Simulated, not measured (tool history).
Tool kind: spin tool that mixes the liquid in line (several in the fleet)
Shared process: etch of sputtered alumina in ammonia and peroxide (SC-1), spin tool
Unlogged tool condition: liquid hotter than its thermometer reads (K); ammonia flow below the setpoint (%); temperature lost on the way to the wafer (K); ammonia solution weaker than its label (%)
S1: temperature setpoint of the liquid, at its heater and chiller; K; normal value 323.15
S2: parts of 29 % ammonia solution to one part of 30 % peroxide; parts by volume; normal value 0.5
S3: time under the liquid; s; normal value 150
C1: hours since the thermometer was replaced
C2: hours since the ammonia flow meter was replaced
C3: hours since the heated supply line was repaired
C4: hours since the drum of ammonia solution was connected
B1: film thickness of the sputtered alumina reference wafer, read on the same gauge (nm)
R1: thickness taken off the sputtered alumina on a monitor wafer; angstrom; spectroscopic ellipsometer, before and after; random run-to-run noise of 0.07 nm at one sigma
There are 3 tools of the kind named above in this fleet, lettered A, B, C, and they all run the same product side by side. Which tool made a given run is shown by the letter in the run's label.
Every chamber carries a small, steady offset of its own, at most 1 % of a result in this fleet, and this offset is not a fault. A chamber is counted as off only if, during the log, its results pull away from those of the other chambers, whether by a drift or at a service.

run	day	S1	S2	S3	C1	C2	C3	C4	B1	R1
1C	0.333	323.15	0.5	150	2452	465.1	848.7	276.1	129.98	79.77
2A	0.717	323.15	0.5	150	929.1	228.7	3203.4	45.3	130.05	79.944
3B	0.983	323.15	0.5	150	1169.8	589.1	1171.5	570.4	129.95	81.366
4B	1.25	323.15	0.5	150	1176.2	595.5	1177.9	576.8	129.95	80.823
# day 1.321: chamber A: heated supply line repaired
5C	1.483	323.15	0.5	150	2479.6	492.7	876.3	303.7	129.99	79.289
6A	1.867	323.15	0.5	150	956.7	256.3	13.1	72.9	130.04	79.79
7B	2.096	323.15	0.5	150	1196.5	615.8	1198.2	597.1	130	80.583
8A	2.317	323.15	0.5	150	967.5	267.1	23.9	83.7	130.02	79.366
9C	2.729	323.15	0.5	150	2509.5	522.6	906.2	333.6	130	80.01
10B	3.079	323.15	0.5	150	1220.1	639.4	1221.8	620.7	130	80.618
11C	3.375	323.15	0.5	115	2525	538.1	921.7	349.1	129.99	60.544
12A	3.688	323.15	0.5	115	1000.4	300	56.8	116.6	130.05	61.983
13B	4.1	323.15	0.5	115	1244.6	663.9	1246.3	645.2	129.95	62.146
14C	4.321	323.15	0.5	150	2547.7	560.8	944.4	371.8	129.99	79.651
15A	4.571	323.15	0.5	150	1021.6	321.2	78	137.8	129.99	79.85
16B	4.992	323.15	0.5	150	1266	685.3	1267.7	666.6	130.01	80.422
17C	5.354	323.15	0.5	150	2572.5	585.6	969.2	396.6	130.02	81.021
18A	5.788	323.15	0.5	150	1050.8	350.4	107.2	167	130	79.732
19B	6.192	323.15	0.5	150	1294.8	714.1	1296.5	695.4	130.03	81.299
20A	6.492	323.15	0.5	150	1067.7	367.3	124.1	183.9	130.02	80.844
21C	6.792	323.15	0.5	150	2607	620.1	1003.7	431.1	130.01	79.124
22A	7.142	323.15	0.5	150	1083.3	382.9	139.7	199.5	130	79.347
23C	7.404	323.15	0.35	150	2621.7	634.8	1018.4	445.8	130.01	77.445
24B	7.742	323.15	0.35	150	1332	751.3	1333.7	732.6	130.02	78.403
25C	8.196	323.15	0.35	150	2640.7	653.8	1037.4	464.8	129.98	76.405
26A	8.608	323.15	0.5	150	1118.5	418.1	174.9	234.7	129.98	80.17
27B	8.9	323.15	0.5	150	1359.8	779.1	1361.5	760.4	129.93	80.998
28B	9.138	323.15	0.5	150	1365.5	784.8	1367.2	766.1	130.01	80.113
29A	9.417	323.15	0.5	150	1137.9	437.5	194.3	254.1	129.98	79.317
30C	9.717	323.15	0.5	150	2677.2	690.3	1073.9	501.3	129.96	79.029
31C	10.108	323.15	0.5	150	2686.6	699.7	1083.3	510.7	130	79.135
32A	10.421	323.15	0.5	150	1162	461.6	218.4	278.2	130.03	79.886
33B	10.8	323.15	0.5	150	1405.4	824.7	1407.1	806	130.01	80.714
34C	11.075	323.15	0.5	150	2709.8	722.9	1106.5	533.9	130.03	79.415
35B	11.358	323.15	0.5	150	1418.8	838.1	1420.5	819.4	130.01	81.231
36A	11.783	323.15	0.75	205	1194.7	494.3	251.1	310.9	130	113.15
37C	12.021	323.15	0.75	205	2732.5	745.6	1129.2	556.6	129.98	115.97
38B	12.421	323.15	0.75	205	1444.3	863.6	1446	844.9	130.01	112.98
39A	12.725	323.15	0.5	150	1217.3	516.9	273.7	333.5	130	79.447
40A	12.95	323.15	0.5	150	1222.7	522.3	279.1	338.9	130	79.002
41C	13.404	323.15	0.5	150	2765.7	778.8	1162.4	589.8	130.01	79.386
42B	13.633	323.15	0.5	150	1473.4	892.7	1475.1	874	130.02	80.885
# day 13.804: chamber B: new drum of ammonia solution connected
43B	14.042	323.15	0.5	150	1483.2	902.5	1484.9	5.8	129.97	80.06

Is one chamber out of step, is the gauge drifting, or do the chambers differ by no more than their own small offsets? For an off chamber, give its letter and the likeliest cause.

No chamber is off and the gauge is stable; the differences are just each chamber's small, constant offset.

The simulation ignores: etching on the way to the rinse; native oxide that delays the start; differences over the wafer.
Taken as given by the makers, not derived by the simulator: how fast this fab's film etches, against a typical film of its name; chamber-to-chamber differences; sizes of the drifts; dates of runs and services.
